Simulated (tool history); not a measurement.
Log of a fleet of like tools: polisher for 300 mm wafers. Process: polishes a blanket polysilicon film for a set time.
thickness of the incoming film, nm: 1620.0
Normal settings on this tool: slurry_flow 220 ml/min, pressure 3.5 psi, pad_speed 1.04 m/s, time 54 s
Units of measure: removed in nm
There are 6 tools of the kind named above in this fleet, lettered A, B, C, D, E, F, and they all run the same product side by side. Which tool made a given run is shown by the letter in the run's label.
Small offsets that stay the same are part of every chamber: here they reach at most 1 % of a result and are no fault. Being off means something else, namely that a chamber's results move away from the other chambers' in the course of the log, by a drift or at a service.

run,day,slurry_flow,pressure,pad_speed,time,removed
# day 0.175: chamber B: slurry nozzle cleaned
1E,0.433,220,3.5,1.04,54,624.25
# day 0.858: chamber D: worn pad replaced by a new one
2C,0.917,220,3.5,1.04,54,615.60
# day 1.088: chamber F: slurry nozzle cleaned
3B,1.525,220,3.5,1.04,54,617.12
4D,2.079,220,3.5,1.04,54,627.28
5A,2.442,220,3.5,1.04,54,622.77
6F,2.858,220,3.5,1.04,54,602.90
7C,3.442,245,3.5,1.04,54,616.99
8A,3.908,245,3.5,1.04,54,635.26
# day 4.192: chamber B: head pressure recalibrated
9E,4.379,245,3.5,1.04,54,618.84
10B,4.712,245,3.5,1.04,54,630.86
# day 4.771: chamber E: slurry nozzle cleaned
# day 4.842: chamber F: worn pad replaced by a new one
# day 4.888: chamber A: worn pad replaced by a new one
11F,5.117,245,3.5,1.04,54,623.46
# day 5.600: chamber D: worn pad replaced by a new one
12D,5.688,245,3.5,1.04,54,633.40
13D,6.200,220,3.5,1.04,54,629.95
# day 6.208: chamber C: worn pad replaced by a new one
14E,6.496,220,3.5,1.04,54,615.99
15C,6.854,220,3.5,1.04,54,622.78
16F,7.375,220,3.5,1.04,54,615.24
17B,7.979,220,3.5,1.04,54,616.60
18A,8.446,220,4.4,1.04,63,905.57
19B,8.733,220,4.4,1.04,63,891.86
# day 8.954: chamber C: slurry nozzle cleaned
20C,9.350,220,4.4,1.04,63,904.26
# day 9.371: chamber D: worn pad replaced by a new one
# day 9.533: chamber E: worn pad replaced by a new one
21A,9.729,220,4.4,1.04,63,922.09
22F,10.271,220,4.4,1.04,63,903.63
23D,10.692,220,4.4,1.04,63,901.33
24E,11.167,220,2.3,1.04,54,404.10
25F,11.517,220,2.3,1.04,54,403.50
26B,11.896,220,2.3,1.04,54,391.34
# day 12.321: chamber C: worn pad replaced by a new one
27D,12.462,220,2.3,1.04,54,411.95
28E,12.842,220,2.3,1.04,54,403.71
29A,13.292,220,2.3,1.04,54,411.53
# day 13.458: chamber B: slurry nozzle cleaned
# day 13.621: chamber A: slurry nozzle cleaned
30C,13.692,220,3.5,1.04,54,612.36
31B,14.088,220,3.5,1.04,54,568.75
# day 14.100: chamber D: worn pad replaced by a new one
# day 14.133: chamber A: worn pad replaced by a new one
32A,14.442,250,3.5,1.04,54,636.65
33F,14.883,250,3.5,1.04,54,621.49
34C,15.208,250,3.5,1.04,54,616.04
35E,15.554,250,3.5,1.04,54,619.19
36D,16.142,250,3.5,1.04,54,624.71
37B,16.600,250,3.5,1.04,54,565.78

Predict what each chamber gives when all 6 of them run the settings below next.
38A,17.067,220,3.5,1.04,60,?
38B,17.067,220,3.5,1.04,60,?
38C,17.067,220,3.5,1.04,60,?
38D,17.067,220,3.5,1.04,60,?
38E,17.067,220,3.5,1.04,60,?
38F,17.067,220,3.5,1.04,60,?

run,removed
38A,695.66
38B,614.82
38C,676.55
38D,697.15
38E,682.08
38F,689.11
